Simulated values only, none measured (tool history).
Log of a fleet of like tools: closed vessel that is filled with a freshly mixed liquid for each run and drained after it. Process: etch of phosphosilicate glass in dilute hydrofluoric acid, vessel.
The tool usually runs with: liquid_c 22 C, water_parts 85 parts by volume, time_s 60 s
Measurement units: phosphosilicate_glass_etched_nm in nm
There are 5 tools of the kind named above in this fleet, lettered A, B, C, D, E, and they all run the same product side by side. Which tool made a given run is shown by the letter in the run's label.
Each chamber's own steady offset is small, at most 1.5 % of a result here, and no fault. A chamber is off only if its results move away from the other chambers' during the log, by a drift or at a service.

run	hour	liquid_c	water_parts	time_s	hours since the thermometer was replaced	hours since the hydrofluoric acid flow meter was replaced	read-back film thickness of the phosphosilicate glass reference wafer, read on the same gauge (nm)	phosphosilicate_glass_etched_nm
1A	2.7	22	85	60	1048.1	126.3	89.99	60.718
2D	7	22	85	60	1401.1	307.7	90.031	61.078
3C	11.9	22	85	60	291.5	1999.3	89.984	59.593
4B	16.4	22	85	60	202.7	114.1	89.984	60.672
5E	19.1	22	85	60	581.1	1219.6	89.973	61.412
6A	22.3	22	85	60	1067.7	145.9	90.052	61.429
7D	25.8	22	85	60	1419.9	326.5	89.994	60.826
8C	30.4	22	85	60	310	2017.8	89.994	60.485
9B	34.8	22	110	35	221.1	132.5	90.005	26.832
10E	38.7	22	110	35	600.7	1239.2	89.986	26.879
11B	42.7	22	110	35	229	140.4	90.023	26.837
12D	46.6	22	110	35	1440.7	347.3	89.984	27.073
13A	49.1	22	110	35	1094.5	172.7	90.003	27.225
14C	54.3	22	85	60	333.9	2041.7	90.002	60.836
15E	57.1	22	85	60	619.1	1257.6	89.976	61.234
16B	61.9	22	115	60	248.2	159.6	90.007	43.799
17A	66.2	22	115	60	1111.6	189.8	90.003	44.011
18E	71.1	22	115	60	633.1	1271.6	89.986	43.671
19D	76.1	22	115	60	1470.2	376.8	89.973	43.369
20C	81.4	22	115	60	361	2068.8	90.015	43.089
21B	84.7	22	85	60	271	182.4	89.976	60.485
22E	87.4	22	85	60	649.4	1287.9	90.022	61.245
23C	91.3	22	85	60	370.9	2078.7	90.008	60.629
24A	96	22	85	60	1141.4	219.6	89.997	61.65
25D	100.9	18	85	60	1495	401.6	90.012	51.953
26D	103.3	18	85	60	1497.4	404	90.017	51.37
27C	106.8	18	85	60	386.4	2094.2	89.987	51.377
28A	110.6	18	85	60	1156	234.2	90.02	51.228
29E	113	18	85	60	675	1313.5	90.02	52.544
30B	116.4	22	85	60	302.7	214.1	89.968	60.798

Each of the 5 chambers runs these same settings next. Fill in every chamber's results:
31A	120.2	22	85	30				?
31B	120.2	22	85	30				?
31C	120.2	22	85	30				?
31D	120.2	22	85	30				?
31E	120.2	22	85	30				?

run	phosphosilicate_glass_etched_nm
31A	30.759
31B	30.102
31C	29.934
31D	30.757
31E	31.034

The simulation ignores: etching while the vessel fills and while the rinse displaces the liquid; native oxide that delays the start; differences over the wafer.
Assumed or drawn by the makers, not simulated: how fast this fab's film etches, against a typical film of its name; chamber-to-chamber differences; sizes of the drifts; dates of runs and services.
